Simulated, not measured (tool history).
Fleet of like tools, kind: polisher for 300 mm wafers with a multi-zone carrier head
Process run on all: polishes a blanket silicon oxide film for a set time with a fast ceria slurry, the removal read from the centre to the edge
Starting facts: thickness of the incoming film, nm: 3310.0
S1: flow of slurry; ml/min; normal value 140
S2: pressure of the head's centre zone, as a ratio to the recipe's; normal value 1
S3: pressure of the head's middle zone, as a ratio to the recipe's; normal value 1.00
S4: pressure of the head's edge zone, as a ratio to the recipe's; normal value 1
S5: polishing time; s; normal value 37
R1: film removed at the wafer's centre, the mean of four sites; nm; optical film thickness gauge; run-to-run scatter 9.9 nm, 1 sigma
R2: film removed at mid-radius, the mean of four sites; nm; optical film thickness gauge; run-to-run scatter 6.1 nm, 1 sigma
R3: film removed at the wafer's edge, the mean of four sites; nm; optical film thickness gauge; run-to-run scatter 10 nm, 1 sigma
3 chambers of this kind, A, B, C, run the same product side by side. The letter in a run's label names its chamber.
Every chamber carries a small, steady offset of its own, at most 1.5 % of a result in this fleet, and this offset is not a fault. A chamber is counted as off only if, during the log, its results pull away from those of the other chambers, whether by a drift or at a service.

run,hour,S1,S2,S3,S4,S5,R1,R2,R3
# hour 3.0: chamber C: centre zone pressure recalibrated
1A,9.8,140,1,1.00,1,37,672.21,682.53,701.72
# hour 15.3: chamber C: worn pad replaced by a new one
2B,16.5,140,1,1.00,1,37,680.85,690.76,703.41
3C,25.6,140,1,1.00,1,37,689.67,685.33,695.81
# hour 30.7: chamber B: worn pad replaced by a new one
4A,35.7,140,1,1.00,1,37,680.63,687.39,685.97
# hour 41.7: chamber A: worn pad replaced by a new one
5B,46.5,140,1,1.00,1,37,671.73,686.58,700.35
# hour 47.0: chamber A: slurry nozzle cleaned
6C,55.1,140,1,1.00,1,37,687.39,693.38,676.52
7C,64.8,140,1,1.00,1,32,590.54,586.82,579.89
# hour 69.6: chamber C: worn pad replaced by a new one
8A,76.4,140,1,1.00,1,32,595.11,595.23,586.08
9B,84.3,140,1,1.00,1,32,600.56,588.52,594.95
# hour 91.9: chamber B: worn pad replaced by a new one
10A,92.4,140,1,1.00,1,37,690.94,677.36,696.37
11B,101.2,140,1,1.00,1,37,700.57,684.40,672.99
12C,112.8,140,1,1.00,1,37,677.17,681.12,702.21
# hour 120.0: chamber A: worn pad replaced by a new one
13C,123.7,140,1,1.00,1,37,682.37,680.47,672.55
# hour 126.6: chamber C: worn pad replaced by a new one
14A,131.2,140,1,1.00,1,37,701.31,682.49,700.39
15B,140.6,140,1,1.00,1,37,688.37,681.56,690.43
# hour 147.4: chamber B: worn pad replaced by a new one
16A,148.3,140,1,1.00,1,37,679.53,684.81,707.19
17C,158.1,140,1,1.00,1,37,686.27,680.43,680.76
18B,169.1,140,1,1.00,1,37,676.11,682.45,696.29
19B,174.7,140,1,1.00,1,37,699.70,677.10,699.13
# hour 180.1: chamber C: worn pad replaced by a new one
20C,181.0,110,1,1.00,1,37,644.31,639.69,660.80
21A,188.3,110,1,1.00,1,37,649.88,648.13,678.34
22B,194.3,110,1,1.00,1,37,647.12,646.64,678.45
23A,203.6,140,1,1.00,1,37,688.22,677.15,685.58
24C,212.8,140,1,1.00,1,37,674.17,675.64,687.42
# hour 213.2: chamber A: worn pad replaced by a new one
# hour 215.5: chamber B: worn pad replaced by a new one
25B,220.7,140,1,1.00,1,37,700.58,682.87,695.93
26C,227.5,140,1,1.00,1,37,673.48,695.36,663.99
27A,238.4,140,1,1.00,1,37,698.18,683.85,695.13
28A,243.7,140,1,1.00,1,37,675.61,680.12,693.27
29B,255.4,140,1,1.00,1,37,688.47,679.08,676.83

Is one chamber off against the others, does the gauge drift, or is nothing wrong? If a chamber is off, say which, and what the likeliest cause is.

Beyond each chamber's small constant offset nothing stands out, and the gauge stays steady.
